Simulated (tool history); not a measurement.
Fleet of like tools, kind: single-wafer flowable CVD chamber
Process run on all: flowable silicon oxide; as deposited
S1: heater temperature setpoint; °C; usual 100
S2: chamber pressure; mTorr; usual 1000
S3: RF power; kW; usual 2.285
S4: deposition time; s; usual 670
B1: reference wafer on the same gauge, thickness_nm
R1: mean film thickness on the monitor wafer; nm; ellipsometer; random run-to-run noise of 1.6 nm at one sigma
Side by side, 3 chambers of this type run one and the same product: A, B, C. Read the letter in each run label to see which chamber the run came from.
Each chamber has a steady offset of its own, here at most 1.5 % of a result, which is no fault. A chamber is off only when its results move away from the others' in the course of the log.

run   hour   S1    S2     S3   S4      B1      R1
 1C    7.5  100  1000  2.285  670  558.74  557.98
 2A   12.4  100  1000  2.285  670  559.55  548.71
 3B   18.2  100  1000  2.285  670  558.94  555.01
 4A   23.3  100  1000  2.285  670  558.90  550.57
 5C   27.9  100  1000  2.285  670  559.09  557.74
 6B   34.7  100  1000  2.285  670  558.69  557.19
 7B   38.6  100  1000  2.285  670  558.62  556.97
 8A   42.7   89  1000  2.640  670  559.16  803.32
 9C   49.6   89  1000  2.640  670  558.73  807.88
      55.6  -- chamber C: capacitance manometer re-zeroed and calibrated
10A   57.6   89  1000  2.640  670  559.26  803.32
11C   65.3  109  1000  2.285  670  559.08  413.12
12B   69.1  109  1000  2.285  670  559.37  411.99
13C   74.3  109  1000  2.285  670  558.95  413.27
14B   79.2  100  1000  2.285  670  558.86  559.03
15A   85.2  100  1000  2.285  670  559.07  549.81
16B   89.1  100  1000  2.285  670  559.02  557.80
17C   94.9  100  1000  2.285  670  558.89  555.94
18A  101.7  100  1000  2.285  670  558.84  547.00
19C  107.3  100  1000  2.285  670  558.90  557.80
     109.6  -- chamber B: capacitance manometer re-zeroed and calibrated
20B  113.8  100  1000  2.285  670  558.99  576.29
21A  120.3  100  1000  2.285  598  558.75  487.26
22B  123.9  100  1000  2.285  598  558.54  512.31
23A  127.7  100  1000  2.285  598  559.13  492.89
24C  134.4  100  1000  2.285  670  558.68  557.26
25A  138.8  100  1000  2.285  670  558.75  549.24
26B  143.3  100  1000  2.285  670  558.51  575.61
27C  150.6  112  1000  1.865  670  558.84  361.13
28C  157.7  112  1000  1.865  670  558.95  361.31
29B  163.8  112  1000  1.865  670  558.76  372.80
30A  170.3  100  1000  2.285  670  558.95  549.80
31A  176.9  100  1000  2.285  670  559.23  546.21
32C  182.0  100  1000  2.285  670  558.84  553.20
33B  186.5  100  1000  2.675  585  558.96  514.75
34B  193.6  100  1000  2.675  585  559.09  514.23
35A  200.7  100  1000  2.675  585  559.03  488.32
     201.7  -- chamber B: RF generator calibrated
36C  205.9  100  1000  2.285  670  558.59  556.79
37C  213.1  100  1000  2.285  670  558.85  559.35
38A  218.7  100  1000  2.285  670  558.91  549.68
39B  223.8  100  1000  2.285  670  559.15  576.51
40C  227.8  100   920  2.585  670  558.74  510.66
41B  231.8  100   920  2.585  670  559.27  531.53
42A  237.5  100   920  2.585  670  559.02  506.05
43C  242.1  100  1090  2.285  670  558.87  617.52

Which is it: a chamber that has drifted or been left off by a service, a gauge drift common to all chambers, or only each chamber's usual small offset? If a chamber is off, name it and its likeliest cause.

After it was serviced, chamber B no longer matches the other chambers.
Cause: true pressure above the setpoint (%) = 2.94.

Chamber B could run next with any of the 4 candidate recipes listed below; each alters the usual settings, and their results appear as question marks. Which one brings its results back in line with what the other chambers deliver on the usual settings?
Maximum distance from the other chambers' mean on the usual settings for a result to count as in line: R1 5.60 nm
44B-1  247.8  100  1000  2.285  699       ?
44B-2  247.8  100  1020  2.290  670       ?
44B-3  247.8  100  1000  1.955  670       ?
44B-4  247.8  100  1000  2.285  641       ?

Other chambers, usual settings, mean: R1 552.34 nm
  run      R1
44B-1  602.60
44B-2  591.45
44B-3  561.50
44B-4  552.60
44B-4 puts the chamber back in line with the other chambers.
